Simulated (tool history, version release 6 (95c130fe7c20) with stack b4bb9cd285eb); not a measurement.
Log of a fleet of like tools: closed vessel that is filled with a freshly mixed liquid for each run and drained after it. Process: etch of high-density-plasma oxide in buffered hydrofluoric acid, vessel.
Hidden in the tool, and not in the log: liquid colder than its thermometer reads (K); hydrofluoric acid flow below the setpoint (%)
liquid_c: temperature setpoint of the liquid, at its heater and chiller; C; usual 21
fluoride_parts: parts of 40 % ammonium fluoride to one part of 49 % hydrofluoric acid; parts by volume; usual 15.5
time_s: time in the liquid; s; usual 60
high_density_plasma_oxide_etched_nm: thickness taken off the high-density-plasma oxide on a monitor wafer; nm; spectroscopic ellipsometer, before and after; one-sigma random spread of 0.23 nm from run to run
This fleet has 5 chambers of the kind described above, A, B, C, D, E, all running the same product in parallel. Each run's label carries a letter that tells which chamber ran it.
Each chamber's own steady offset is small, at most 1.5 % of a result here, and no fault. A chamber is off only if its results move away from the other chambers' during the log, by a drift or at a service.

run	hour	liquid_c	fluoride_parts	time_s	hours since the thermometer was replaced	hours since the hydrofluoric acid flow meter was replaced	read-back film thickness of the high-density-plasma oxide reference wafer, read on the same gauge (nm)	high_density_plasma_oxide_etched_nm
1A	8.6	21	15.5	60	2494.0	318.9	79.983	41.169
2E	17.7	21	15.5	60	488.8	491.5	80.059	40.786
3C	27.0	21	15.5	60	472.3	991.3	80.032	41.095
4D	36.3	21	15.5	60	1435.1	1136.0	79.990	41.115
5B	50.1	21	15.5	60	154.4	528.9	80.045	40.979
6E	63.1	21	15.5	60	534.2	536.9	79.987	40.627
# hour 73.4: chamber A: thermometer replaced
7C	76.2	21	15.5	60	521.5	1040.5	79.972	41.350
8A	84.4	21	15.5	60	11.0	394.7	79.970	41.164
9D	96.6	24	15.5	60	1495.4	1196.3	79.990	48.663
10B	105.5	24	15.5	60	209.8	584.3	80.019	48.024
11B	117.1	24	15.5	60	221.4	595.9	79.994	48.022
12E	127.3	24	15.5	60	598.4	601.1	80.069	48.500
# hour 129.3: chamber E: hydrofluoric acid flow meter replaced
13D	139.2	24	15.5	60	1538.0	1238.9	80.025	48.567
14A	146.6	21	15.5	60	73.2	456.9	80.027	41.328
15C	160.5	21	13.5	75	605.8	1124.8	80.038	57.967
16A	174.5	21	13.5	75	101.1	484.8	80.026	59.690
17E	183.3	21	13.5	75	654.4	54.0	80.018	58.852
18B	189.8	21	13.5	75	294.1	668.6	79.960	58.275
19C	200.1	21	13.5	75	645.4	1164.4	79.988	58.901
20D	206.8	21	15.5	60	1605.6	1306.5	79.977	41.118
21B	213.8	21	15.5	60	318.1	692.6	80.035	39.883
22C	221.0	21	15.5	60	666.3	1185.3	79.949	40.919
23E	235.2	21	15.5	60	706.3	105.9	80.054	40.538
24A	247.1	21	15.5	60	173.7	557.4	80.021	41.310
25D	253.8	21	15.5	60	1652.6	1353.5	79.968	41.090
26C	260.8	21	15.5	60	706.1	1225.1	80.018	41.316
27E	274.5	23	15.5	75	745.6	145.2	79.987	56.286
28D	287.5	23	15.5	75	1686.3	1387.2	79.993	57.562
29B	296.3	23	15.5	75	400.6	775.1	80.039	56.045
30A	308.4	23	15.5	75	235.0	618.7	79.977	57.560
31E	320.0	23	15.5	75	791.1	190.7	80.014	56.663
32C	327.0	21	15.5	60	772.3	1291.3	79.987	41.262
33B	335.5	21	15.5	60	439.8	814.3	79.972	40.105
34D	348.5	21	15.5	60	1747.3	1448.2	79.953	41.299
35A	355.0	21	15.5	60	281.6	665.3	80.050	41.230
36E	362.9	21	15.5	60	834.0	233.6	80.005	40.647
37B	376.1	21	15.5	60	480.4	854.9	80.005	39.560
38D	390.6	21	12.0	60	1789.4	1490.3	79.949	53.254
39A	397.3	21	12.0	60	323.9	707.6	80.049	53.389

Each of the 5 chambers runs these same settings next. Fill in every chamber's results:
40A	407.7	21	15.5	60				?
40B	407.7	21	15.5	60				?
40C	407.7	21	15.5	60				?
40D	407.7	21	15.5	60				?
40E	407.7	21	15.5	60				?

run	high_density_plasma_oxide_etched_nm
40A	41.593
40B	39.845
40C	40.718
40D	40.988
40E	40.568
